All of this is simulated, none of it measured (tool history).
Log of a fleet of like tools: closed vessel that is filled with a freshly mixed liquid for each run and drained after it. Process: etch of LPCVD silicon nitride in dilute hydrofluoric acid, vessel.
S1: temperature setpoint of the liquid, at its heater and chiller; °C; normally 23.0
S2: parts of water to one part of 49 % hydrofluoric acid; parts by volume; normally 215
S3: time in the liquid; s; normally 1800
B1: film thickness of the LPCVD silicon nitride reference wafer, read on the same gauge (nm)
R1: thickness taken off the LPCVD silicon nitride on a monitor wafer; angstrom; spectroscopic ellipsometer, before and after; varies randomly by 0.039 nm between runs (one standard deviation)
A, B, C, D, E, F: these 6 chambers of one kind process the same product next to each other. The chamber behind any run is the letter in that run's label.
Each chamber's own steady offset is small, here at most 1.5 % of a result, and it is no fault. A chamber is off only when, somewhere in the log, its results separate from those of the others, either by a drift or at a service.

{"run": "1D", "hour": 3.4, "S1": 23.0, "S2": 215, "S3": 1800, "B1": 140.01, "R1": 40.337}
{"run": "2B", "hour": 8.8, "S1": 23.0, "S2": 215, "S3": 1800, "B1": 140.0, "R1": 40.225}
{"run": "3C", "hour": 13.9, "S1": 23.0, "S2": 215, "S3": 1800, "B1": 139.99, "R1": 39.91}
{"run": "4F", "hour": 17.7, "S1": 23.0, "S2": 215, "S3": 1800, "B1": 140.01, "R1": 40.522}
{"run": "5A", "hour": 24.7, "S1": 26.5, "S2": 215, "S3": 2465, "B1": 140.0, "R1": 68.347}
{"run": "6E", "hour": 28.6, "S1": 26.5, "S2": 215, "S3": 2465, "B1": 139.98, "R1": 68.699}
{"run": "7A", "hour": 36.1, "S1": 26.5, "S2": 215, "S3": 2465, "B1": 140.0, "R1": 68.522}
{"run": "8E", "hour": 42.5, "S1": 26.5, "S2": 215, "S3": 2465, "B1": 139.99, "R1": 67.988}
{"run": "9B", "hour": 49.3, "S1": 26.5, "S2": 215, "S3": 2465, "B1": 140.01, "R1": 69.332}
{"run": "10D", "hour": 55.2, "S1": 26.5, "S2": 215, "S3": 2465, "B1": 139.99, "R1": 68.269}
{"run": "11C", "hour": 59.4, "S1": 23.0, "S2": 215, "S3": 1800, "B1": 139.99, "R1": 40.222}
{"run": "12F", "hour": 65.7, "S1": 23.0, "S2": 215, "S3": 1800, "B1": 140.01, "R1": 40.193}
{"run": "13F", "hour": 73.1, "S1": 20.0, "S2": 120, "S3": 1800, "B1": 140.01, "R1": 57.508}
{"run": "14B", "hour": 78.0, "S1": 20.0, "S2": 120, "S3": 1800, "B1": 139.99, "R1": 58.466}
{"run": "15E", "hour": 84.9, "S1": 20.0, "S2": 120, "S3": 1800, "B1": 140.0, "R1": 59.329}
{"run": "16A", "hour": 92.5, "S1": 20.0, "S2": 120, "S3": 1800, "B1": 140.01, "R1": 60.215}
{"run": "17D", "hour": 98.3, "S1": 20.0, "S2": 120, "S3": 1800, "B1": 140.02, "R1": 59.798}
{"run": "18C", "hour": 102.0, "S1": 20.0, "S2": 120, "S3": 1800, "B1": 140.01, "R1": 57.899}
{"run": "19C", "hour": 106.2, "S1": 23.0, "S2": 215, "S3": 1800, "B1": 140.02, "R1": 39.957}
{"run": "20F", "hour": 111.5, "S1": 23.0, "S2": 215, "S3": 1800, "B1": 139.98, "R1": 40.491}
{"run": "21D", "hour": 118.4, "S1": 23.0, "S2": 215, "S3": 1800, "B1": 139.99, "R1": 41.29}
{"run": "22A", "hour": 123.6, "S1": 23.0, "S2": 215, "S3": 1800, "B1": 140.02, "R1": 41.798}
{"run": "23E", "hour": 128.6, "S1": 23.0, "S2": 215, "S3": 1800, "B1": 140.01, "R1": 39.864}
{"run": "24B", "hour": 135.3, "S1": 23.0, "S2": 215, "S3": 1800, "B1": 139.98, "R1": 39.758}
{"run": "25E", "hour": 139.1, "S1": 23.0, "S2": 215, "S3": 1800, "B1": 139.99, "R1": 40.075}
{"hour": 141.3, "done": "chamber B: hydrofluoric acid flow meter replaced"}
{"run": "26B", "hour": 143.8, "S1": 23.0, "S2": 215, "S3": 1800, "B1": 140.0, "R1": 39.861}
{"run": "27A", "hour": 147.7, "S1": 23.0, "S2": 215, "S3": 1800, "B1": 139.99, "R1": 42.343}
{"run": "28C", "hour": 153.0, "S1": 23.0, "S2": 215, "S3": 1800, "B1": 139.99, "R1": 40.179}
{"run": "29F", "hour": 158.2, "S1": 23.0, "S2": 215, "S3": 1800, "B1": 140.0, "R1": 39.697}
{"run": "30D", "hour": 165.8, "S1": 23.0, "S2": 215, "S3": 1800, "B1": 140.01, "R1": 41.118}
{"run": "31F", "hour": 172.6, "S1": 23.0, "S2": 215, "S3": 1800, "B1": 140.0, "R1": 39.373}
{"run": "32B", "hour": 178.0, "S1": 23.0, "S2": 215, "S3": 1800, "B1": 140.0, "R1": 39.785}
{"run": "33C", "hour": 183.6, "S1": 23.0, "S2": 215, "S3": 1800, "B1": 140.01, "R1": 40.154}
{"run": "34E", "hour": 188.8, "S1": 21.0, "S2": 215, "S3": 1800, "B1": 139.99, "R1": 35.432}
{"run": "35A", "hour": 192.8, "S1": 21.0, "S2": 215, "S3": 1800, "B1": 140.01, "R1": 37.859}
{"run": "36D", "hour": 197.7, "S1": 21.0, "S2": 215, "S3": 1800, "B1": 139.99, "R1": 35.843}
{"run": "37E", "hour": 201.7, "S1": 21.0, "S2": 215, "S3": 1800, "B1": 139.98, "R1": 34.617}
{"run": "38C", "hour": 206.1, "S1": 21.0, "S2": 215, "S3": 1800, "B1": 140.0, "R1": 35.714}
{"run": "39A", "hour": 213.5, "S1": 21.0, "S2": 215, "S3": 1800, "B1": 139.97, "R1": 37.226}

The same settings go to every chamber for the next run, one line per chamber below. Forecast the results for each:
{"run": "40A", "hour": 219.1, "S1": 23.0, "S2": 315, "S3": 1800, "R1": "?"}
{"run": "40B", "hour": 219.1, "S1": 23.0, "S2": 315, "S3": 1800, "R1": "?"}
{"run": "40C", "hour": 219.1, "S1": 23.0, "S2": 315, "S3": 1800, "R1": "?"}
{"run": "40D", "hour": 219.1, "S1": 23.0, "S2": 315, "S3": 1800, "R1": "?"}
{"run": "40E", "hour": 219.1, "S1": 23.0, "S2": 315, "S3": 1800, "R1": "?"}
{"run": "40F", "hour": 219.1, "S1": 23.0, "S2": 315, "S3": 1800, "R1": "?"}

run=40A R1=29.632
run=40B R1=27.120
run=40C R1=27.148
run=40D R1=27.779
run=40E R1=27.421
run=40F R1=27.643

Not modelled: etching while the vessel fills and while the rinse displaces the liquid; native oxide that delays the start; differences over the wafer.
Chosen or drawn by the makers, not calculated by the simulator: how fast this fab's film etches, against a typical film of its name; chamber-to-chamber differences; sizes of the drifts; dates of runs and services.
